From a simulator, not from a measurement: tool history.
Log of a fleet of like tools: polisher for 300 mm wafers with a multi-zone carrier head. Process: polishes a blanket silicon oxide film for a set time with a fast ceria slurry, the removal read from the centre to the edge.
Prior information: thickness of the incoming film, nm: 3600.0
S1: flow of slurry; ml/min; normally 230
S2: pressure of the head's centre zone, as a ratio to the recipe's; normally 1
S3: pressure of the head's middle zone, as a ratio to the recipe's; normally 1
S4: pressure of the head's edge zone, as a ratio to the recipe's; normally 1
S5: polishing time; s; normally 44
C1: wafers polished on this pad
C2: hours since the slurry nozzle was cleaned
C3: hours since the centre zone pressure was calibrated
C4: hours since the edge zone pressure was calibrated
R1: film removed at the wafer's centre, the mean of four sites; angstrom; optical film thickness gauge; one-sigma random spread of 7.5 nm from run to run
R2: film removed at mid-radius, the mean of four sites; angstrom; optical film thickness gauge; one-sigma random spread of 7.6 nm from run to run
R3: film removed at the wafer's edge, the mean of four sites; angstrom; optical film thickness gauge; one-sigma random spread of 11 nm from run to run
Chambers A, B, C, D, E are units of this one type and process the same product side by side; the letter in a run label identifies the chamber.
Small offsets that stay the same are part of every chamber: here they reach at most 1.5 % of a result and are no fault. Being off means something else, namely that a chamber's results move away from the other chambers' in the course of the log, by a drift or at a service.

-- day=0.058 chamber E: worn pad replaced by a new one
run 1D day=0.396 | S1=230 S2=1 S3=1 S4=1 S5=44 | C1=846 C2=189.4 C3=167.9 C4=551.9 | R1=8182.3 R2=8280.5 R3=8260.2
-- day=0.746 chamber B: slurry nozzle cleaned
run 2E day=0.771 | S1=230 S2=1 S3=1 S4=1 S5=44 | C1=260 C2=559 C3=49.7 C4=897 | R1=8284.6 R2=8224.2 R3=8272.5
-- day=0.892 chamber A: worn pad replaced by a new one
-- day=1.108 chamber C: edge zone pressure recalibrated
-- day=1.133 chamber D: worn pad replaced by a new one
run 3C day=1.346 | S1=230 S2=1 S3=1 S4=1 S5=44 | C1=1080 C2=379.1 C3=39.8 C4=5.8 | R1=8158.1 R2=8065.1 R3=8344
-- day=1.362 chamber B: centre zone pressure recalibrated
-- day=1.558 chamber C: worn pad replaced by a new one
run 4B day=1.8 | S1=230 S2=1 S3=1 S4=1 S5=44 | C1=877 C2=25.4 C3=10.6 C4=654.3 | R1=8351.5 R2=8079.2 R3=8411.1
run 5A day=2.312 | S1=230 S2=1 S3=1 S4=1 S5=44 | C1=518 C2=140.5 C3=505.2 C4=624.1 | R1=8233.3 R2=8278.6 R3=8183.4
-- day=2.658 chamber E: worn pad replaced by a new one
run 6C day=2.838 | S1=230 S2=1 S3=1 S4=1 S5=44 | C1=465 C2=414.9 C3=75.6 C4=41.6 | R1=8292.3 R2=8225.6 R3=8381
-- day=2.979 chamber B: worn pad replaced by a new one
run 7A day=3.262 | S1=230 S2=1 S3=1 S4=1 S5=44 | C1=863 C2=163.3 C3=528 C4=646.9 | R1=8171.2 R2=8209.5 R3=8204.3
run 8D day=3.638 | S1=230 S2=1 S3=1 S4=1 S5=44 | C1=912 C2=267.2 C3=245.7 C4=629.7 | R1=8295.5 R2=8311.2 R3=8128.5
-- day=3.667 chamber A: worn pad replaced by a new one
-- day=3.825 chamber D: worn pad replaced by a new one
run 9B day=3.996 | S1=295 S2=1 S3=1 S4=0.9 S5=44 | C1=370 C2=78.1 C3=63.3 C4=707 | R1=8716.8 R2=8399.2 R3=7929.7
run 10E day=4.3 | S1=295 S2=1 S3=1 S4=0.9 S5=44 | C1=598 C2=643.7 C3=134.4 C4=981.7 | R1=8496.6 R2=8533.3 R3=8053.5
-- day=4.362 chamber C: worn pad replaced by a new one
run 11C day=4.862 | S1=295 S2=1 S3=1 S4=0.9 S5=44 | C1=182 C2=463.5 C3=124.2 C4=90.2 | R1=8532.4 R2=8326.6 R3=7963.3
-- day=4.988 chamber A: slurry nozzle cleaned
run 12B day=5.492 | S1=295 S2=1 S3=1 S4=0.9 S5=44 | C1=914 C2=114 C3=99.2 C4=742.9 | R1=8484.3 R2=8332.7 R3=7880
-- day=5.629 chamber E: worn pad replaced by a new one
run 13D day=6.083 | S1=295 S2=1 S3=1 S4=0.9 S5=44 | C1=822 C2=325.9 C3=304.4 C4=688.4 | R1=8376.8 R2=8588.5 R3=7923.5
-- day=6.242 chamber B: worn pad replaced by a new one
run 14A day=6.646 | S1=230 S2=1 S3=1 S4=1 S5=44 | C1=1085 C2=39.9 C3=609.2 C4=728.1 | R1=7811 R2=8205.8 R3=7954.2
-- day=7.104 chamber A: worn pad replaced by a new one
-- day=7.108 chamber D: worn pad replaced by a new one
run 15E day=7.221 | S1=230 S2=1 S3=1 S4=1 S5=44 | C1=580 C2=713.8 C3=204.5 C4=1051.8 | R1=8228.3 R2=8276.9 R3=8254.8
-- day=7.288 chamber C: worn pad replaced by a new one
run 16E day=7.512 | S1=230 S2=1 S3=1 S4=1 S5=44 | C1=686 C2=720.8 C3=211.5 C4=1058.8 | R1=8303 R2=8260 R3=8159.6
run 17A day=8.008 | S1=230 S2=1 S3=1 S4=1 S5=44 | C1=329 C2=72.6 C3=641.9 C4=760.8 | R1=7863.9 R2=8345.5 R3=8217.7
run 18C day=8.433 | S1=230 S2=1 S3=1.09 S4=1 S5=44 | C1=417 C2=549.2 C3=209.9 C4=175.9 | R1=8307.1 R2=8764 R3=8170.9
-- day=8.512 chamber E: worn pad replaced by a new one
run 19B day=8.925 | S1=230 S2=1 S3=1.09 S4=1 S5=44 | C1=977 C2=196.4 C3=181.6 C4=825.3 | R1=8206.7 R2=8918.2 R3=8120.2
run 20D day=9.346 | S1=230 S2=1 S3=1.09 S4=1 S5=44 | C1=814 C2=404.2 C3=382.7 C4=766.7 | R1=8324.2 R2=8999.5 R3=8103.2
-- day=9.792 chamber B: worn pad replaced by a new one
run 21E day=9.946 | S1=230 S2=1 S3=1.09 S4=1 S5=44 | C1=521 C2=779.2 C3=269.9 C4=1117.2 | R1=8357.4 R2=8820.7 R3=8178.5
-- day=10.158 chamber A: worn pad replaced by a new one
-- day=10.254 chamber D: worn pad replaced by a new one
run 22A day=10.312 | S1=230 S2=1 S3=1.09 S4=1 S5=44 | C1=56 C2=127.9 C3=697.2 C4=816.1 | R1=7761.9 R2=8774.6 R3=8116.4
-- day=10.658 chamber C: worn pad replaced by a new one
run 23D day=10.808 | S1=230 S2=1 S3=1 S4=1 S5=44 | C1=202 C2=439.3 C3=417.8 C4=801.8 | R1=8350.2 R2=8151.6 R3=8038.7
run 24B day=11.338 | S1=230 S2=1 S3=1 S4=1 S5=44 | C1=563 C2=254.3 C3=239.5 C4=883.2 | R1=8226.6 R2=8150.7 R3=8297.2
-- day=11.417 chamber E: worn pad replaced by a new one
-- day=11.529 chamber C: slurry nozzle cleaned
run 25C day=11.908 | S1=230 S2=1.11 S3=1 S4=0.88 S5=44 | C1=455 C2=9.1 C3=293.3 C4=259.3 | R1=9230.3 R2=8207.5 R3=7620
run 26B day=12.412 | S1=230 S2=1.11 S3=1 S4=0.88 S5=44 | C1=954 C2=280.1 C3=265.3 C4=909 | R1=9359.8 R2=8142.5 R3=7730.9
run 27E day=12.962 | S1=230 S2=1.11 S3=1 S4=0.88 S5=44 | C1=562 C2=851.6 C3=342.3 C4=1189.6 | R1=9117.6 R2=8358.8 R3=7756.3
run 28C day=13.254 | S1=230 S2=1.11 S3=1 S4=0.88 S5=44 | C1=945 C2=41.4 C3=325.6 C4=291.6 | R1=9446.2 R2=8189.9 R3=7847.1
-- day=13.458 chamber A: worn pad replaced by a new one
-- day=13.679 chamber D: worn pad replaced by a new one
run 29D day=13.708 | S1=230 S2=1.11 S3=1 S4=0.88 S5=44 | C1=10 C2=508.9 C3=487.4 C4=871.4 | R1=9076.2 R2=8158.7 R3=7741.4
-- day=13.712 chamber A: slurry nozzle cleaned
run 30A day=13.992 | S1=230 S2=1 S3=0.95 S4=1 S5=44 | C1=195 C2=6.7 C3=785.5 C4=904.4 | R1=7284.5 R2=7834.6 R3=8104.5
-- day=14.05 chamber E: worn pad replaced by a new one
run 31E day=14.438 | S1=230 S2=1 S3=0.95 S4=1 S5=44 | C1=141 C2=887 C3=377.7 C4=1225 | R1=8283.7 R2=7909.7 R3=8244.7
run 32A day=14.967 | S1=230 S2=1 S3=0.95 S4=1 S5=44 | C1=550 C2=30.1 C3=808.9 C4=927.8 | R1=7186.2 R2=7862.5 R3=8206.4

Decide between three cases: one chamber stands off from its peers, the gauge reading all wafers drifts, or nothing is wrong past each chamber's small offset. Where a chamber is off, say which and what most likely put it there.

One chamber, A, drifts off from the rest bit by bit.
What lies behind it: centre zone's pressure below its setpoint, % = 11.4.

Which of the 4 candidates below, each the usual settings with something changed and its results left as question marks, puts chamber A back in line with what the other chambers give on the usual settings?
To be in line, a result may differ from the other chambers' mean on the usual settings by at most: R1 260 angstrom; R2 260 angstrom; R3 370 angstrom
run 33A-1 day=15.417 | S1=225 S2=0.9 S3=1.03 S4=1.03 S5=43 | R1=? R2=? R3=?
run 33A-2 day=15.417 | S1=235 S2=1.04 S3=0.99 S4=0.99 S5=44 | R1=? R2=? R3=?
run 33A-3 day=15.417 | S1=225 S2=0.96 S3=1.01 S4=1.01 S5=44 | R1=? R2=? R3=?
run 33A-4 day=15.417 | S1=235 S2=1.1 S3=0.97 S4=0.97 S5=45 | R1=? R2=? R3=?

Usual-settings mean across the other chambers: R1 8258.2 angstrom; R2 8200.8 angstrom; R3 8242 angstrom
run=33A-1 R1=6218.6 R2=8236.2 R3=8171.8
run=33A-2 R1=7499.1 R2=8171 R3=8225.2
run=33A-3 R1=6830.2 R2=8277.2 R3=8276.6
run=33A-4 R1=8149.8 R2=8202 R3=8324.3
The right change is 33A-4: it brings the chamber back within the allowed miss of the others.
